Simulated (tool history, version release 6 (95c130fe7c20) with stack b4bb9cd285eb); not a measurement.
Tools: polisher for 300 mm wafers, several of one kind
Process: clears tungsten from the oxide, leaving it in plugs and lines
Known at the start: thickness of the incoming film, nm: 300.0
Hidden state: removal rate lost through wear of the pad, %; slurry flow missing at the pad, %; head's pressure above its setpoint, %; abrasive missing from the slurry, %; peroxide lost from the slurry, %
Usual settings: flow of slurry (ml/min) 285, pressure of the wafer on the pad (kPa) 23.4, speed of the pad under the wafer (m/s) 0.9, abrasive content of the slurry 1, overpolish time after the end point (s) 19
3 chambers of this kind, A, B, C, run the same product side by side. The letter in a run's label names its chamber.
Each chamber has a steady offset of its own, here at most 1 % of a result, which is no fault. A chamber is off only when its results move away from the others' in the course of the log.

| run | hour | flow of slurry (ml/min) | pressure of the wafer on the pad (kPa) | speed of the pad under the wafer (m/s) | abrasive content of the slurry | overpolish time after the end point (s) | wafers polished on this pad | hours since the slurry nozzle was cleaned | hours since the head pressure was calibrated | hours since the slurry blender was calibrated | hours since the slurry got fresh peroxide | time until the end point was called (s) |
|---|---|---|---|---|---|---|---|---|---|---|---|---|
|  | 5.2 | chamber A: slurry tank refilled with fresh slurry and peroxide |
|  | 5.6 | chamber B: slurry blender recalibrated |
| 1A | 16.1 | 285 | 23.4 | 0.9 | 1 | 19 | 995 | 175.6 | 377.4 | 43.7 | 11 | 82.489 |
|  | 30.4 | chamber A: worn pad replaced by a new one |
| 2B | 30.9 | 285 | 23.4 | 0.9 | 1 | 19 | 403 | 87 | 1288.9 | 25.4 | 82.5 | 80.885 |
| 3C | 43.5 | 285 | 23.4 | 0.9 | 1 | 19 | 552 | 491 | 365.8 | 358.1 | 95.1 | 80.115 |
|  | 45.4 | chamber A: slurry nozzle cleaned |
| 4A | 51.6 | 285 | 23.4 | 0.9 | 1 | 19 | 240 | 6.3 | 412.9 | 79.2 | 46.5 | 81.738 |
| 5B | 62.2 | 285 | 23.4 | 0.66 | 1 | 19 | 756 | 118.3 | 1320.2 | 56.7 | 113.8 | 111.07 |
| 6C | 69.3 | 285 | 23.4 | 0.66 | 1 | 19 | 844 | 516.8 | 391.6 | 383.9 | 120.9 | 111.96 |
|  | 78.7 | chamber B: slurry tank refilled with fresh slurry and peroxide |
|  | 79.8 | chamber A: head pressure recalibrated |
|  | 80.9 | chamber B: worn pad replaced by a new one |
| 7B | 81.2 | 285 | 23.4 | 0.66 | 1 | 19 | 3 | 137.3 | 1339.2 | 75.7 | 2.5 | 112.76 |
|  | 83.9 | chamber A: slurry tank refilled with fresh slurry and peroxide |
|  | 86.3 | chamber C: worn pad replaced by a new one |
| 8C | 90.3 | 285 | 23.4 | 0.9 | 1 | 19 | 45 | 537.8 | 412.6 | 404.9 | 141.9 | 81.208 |
|  | 99.1 | chamber C: slurry blender recalibrated |
|  | 100.3 | chamber C: slurry nozzle cleaned |
| 9A | 104.9 | 285 | 23.4 | 0.9 | 1 | 19 | 842 | 59.6 | 25.1 | 132.5 | 21.1 | 78.419 |
|  | 110.4 | chamber A: worn pad replaced by a new one |
| 10B | 116.1 | 285 | 23.4 | 0.9 | 1 | 19 | 397 | 172.2 | 1374.1 | 110.6 | 37.4 | 80.724 |
| 11C | 128.7 | 285 | 23.4 | 0.9 | 1 | 19 | 479 | 28.5 | 451 | 29.6 | 180.3 | 81.02 |
| 12A | 139.4 | 285 | 23.4 | 0.9 | 1 | 19 | 328 | 94.1 | 59.6 | 167 | 55.6 | 79.542 |
| 13B | 152 | 285 | 23.4 | 0.9 | 1 | 19 | 803 | 208.1 | 1410 | 146.5 | 73.3 | 81.746 |
|  | 158 | chamber B: worn pad replaced by a new one |
|  | 158.8 | chamber A: slurry tank refilled with fresh slurry and peroxide |
| 14C | 164.4 | 285 | 23.4 | 0.9 | 1 | 19 | 882 | 64.2 | 486.7 | 65.3 | 216 | 82.223 |
|  | 169 | chamber C: worn pad replaced by a new one |
| 15A | 177 | 285 | 23.4 | 0.9 | 1 | 19 | 752 | 131.7 | 97.2 | 204.6 | 18.2 | 81.67 |
| 16C | 190.4 | 285 | 23.4 | 0.9 | 1 | 19 | 242 | 90.2 | 512.7 | 91.3 | 242 | 81.571 |
| 17A | 205.3 | 285 | 23.4 | 0.9 | 1 | 19 | 1072 | 160 | 125.5 | 232.9 | 46.5 | 79.296 |
|  | 213.8 | chamber B: slurry tank refilled with fresh slurry and peroxide |
| 18B | 214.4 | 285 | 23.4 | 0.9 | 1 | 19 | 637 | 270.5 | 1472.4 | 208.9 | 0.6 | 82.643 |
|  | 215.3 | chamber A: worn pad replaced by a new one |
|  | 218.2 | chamber A: slurry blender recalibrated |
| 19B | 229.2 | 285 | 23.4 | 0.9 | 1 | 19 | 804 | 285.3 | 1487.2 | 223.7 | 15.4 | 81.582 |
| 20A | 239.5 | 285 | 23.4 | 0.9 | 1 | 19 | 274 | 194.2 | 159.7 | 21.3 | 80.7 | 81.005 |
|  | 245.7 | chamber A: slurry tank refilled with fresh slurry and peroxide |
|  | 247.4 | chamber B: worn pad replaced by a new one |
|  | 250.5 | chamber A: slurry nozzle cleaned |
| 21C | 253.1 | 285 | 23.4 | 0.9 | 1 | 19 | 950 | 152.9 | 575.4 | 154 | 304.7 | 85.326 |
|  | 259.5 | chamber B: head pressure recalibrated |
|  | 259.5 | chamber B: slurry blender recalibrated |
|  | 262 | chamber B: slurry nozzle cleaned |
|  | 262.5 | chamber C: worn pad replaced by a new one |
| 22B | 263.7 | 285 | 23.4 | 0.9 | 1 | 19 | 184 | 1.7 | 4.3 | 4.3 | 49.9 | 81.014 |
| 23A | 272.5 | 205 | 23.4 | 0.9 | 1 | 11 | 646 | 22 | 192.7 | 54.3 | 26.9 | 83.622 |
| 24C | 286 | 205 | 23.4 | 0.9 | 1 | 11 | 265 | 185.8 | 608.3 | 186.9 | 337.6 | 88.56 |
| 25C | 301.2 | 205 | 23.4 | 0.9 | 1 | 11 | 437 | 201 | 623.5 | 202.1 | 352.8 | 87.596 |
|  | 311.5 | chamber A: worn pad replaced by a new one |
| 26B | 314.3 | 285 | 23.4 | 0.9 | 1 | 19 | 756 | 52.3 | 54.9 | 54.9 | 100.5 | 81.383 |
|  | 318 | chamber A: slurry tank refilled with fresh slurry and peroxide |
| 27A | 322.4 | 285 | 23.4 | 0.9 | 1 | 19 | 123 | 71.9 | 242.6 | 104.2 | 4.5 | 81.988 |
|  | 330.4 | chamber B: worn pad replaced by a new one |
| 28B | 331.2 | 285 | 23.4 | 0.9 | 1 | 19 | 9 | 69.2 | 71.8 | 71.8 | 117.4 | 80.578 |
| 29A | 343.1 | 285 | 23.4 | 0.9 | 1 | 19 | 357 | 92.6 | 263.3 | 124.9 | 25.2 | 80.207 |
|  | 355.8 | chamber C: worn pad replaced by a new one |
| 30C | 356 | 285 | 23.4 | 0.9 | 1 | 19 | 3 | 255.8 | 678.3 | 256.9 | 407.6 | 86.951 |
| 31A | 370.5 | 285 | 29.6 | 0.9 | 1 | 19 | 666 | 120 | 290.7 | 152.3 | 52.6 | 63.665 |
|  | 379.2 | chamber B: slurry tank refilled with fresh slurry and peroxide |
| 32C | 381.5 | 285 | 29.6 | 0.9 | 1 | 19 | 291 | 281.3 | 703.8 | 282.4 | 433.1 | 68.315 |
| 33B | 391.5 | 285 | 29.6 | 0.9 | 1 | 19 | 690 | 129.5 | 132.1 | 132.1 | 12.4 | 63.046 |
|  | 393 | chamber A: worn pad replaced by a new one |
| 34C | 399.8 | 285 | 23.4 | 0.9 | 1 | 19 | 498 | 299.6 | 722.1 | 300.7 | 451.4 | 88.878 |
|  | 401.4 | chamber A: slurry tank refilled with fresh slurry and peroxide |
| 35A | 410.8 | 285 | 23.4 | 0.9 | 1 | 19 | 202 | 160.3 | 331 | 192.6 | 9.5 | 81.074 |
| 36B | 423.7 | 285 | 23.4 | 0.9 | 1 | 19 | 1054 | 161.7 | 164.3 | 164.3 | 44.6 | 81.119 |

Is one chamber off against the others, does the gauge drift, or is nothing wrong? If a chamber is off, say which, and what the likeliest cause is.

Chamber C drifts away from the others.
Cause: peroxide lost from the slurry, % = 24.2.
The log may not tell that from: head's pressure below its setpoint, %.

Here are 4 candidates for chamber C's next run, each the usual settings with a change, their results left as question marks. Which one brings its results back in line with what the others give on the usual settings?
In line means no further than this from the other chambers' mean on the usual settings: time until the end point was called (s) 3.4
| 37C-1 | 435.5 | 285 | 22.1 | 0.86 | 1 | 19 |  |  |  |  |  | ? |
| 37C-2 | 435.5 | 280 | 19.3 | 0.9 | 0.95 | 19 |  |  |  |  |  | ? |
| 37C-3 | 435.5 | 285 | 23.4 | 1.1 | 1 | 19 |  |  |  |  |  | ? |
| 37C-4 | 435.5 | 285 | 25.5 | 0.9 | 1 | 19 |  |  |  |  |  | ? |

The other chambers' mean on the usual settings: time until the end point was called (s) 81.262
| run | time until the end point was called (s) |
|---|---|
| 37C-1 | 99.538 |
| 37C-2 | 110.44 |
| 37C-3 | 73.14 |
| 37C-4 | 82.076 |
37C-4 brings the chamber back in line.
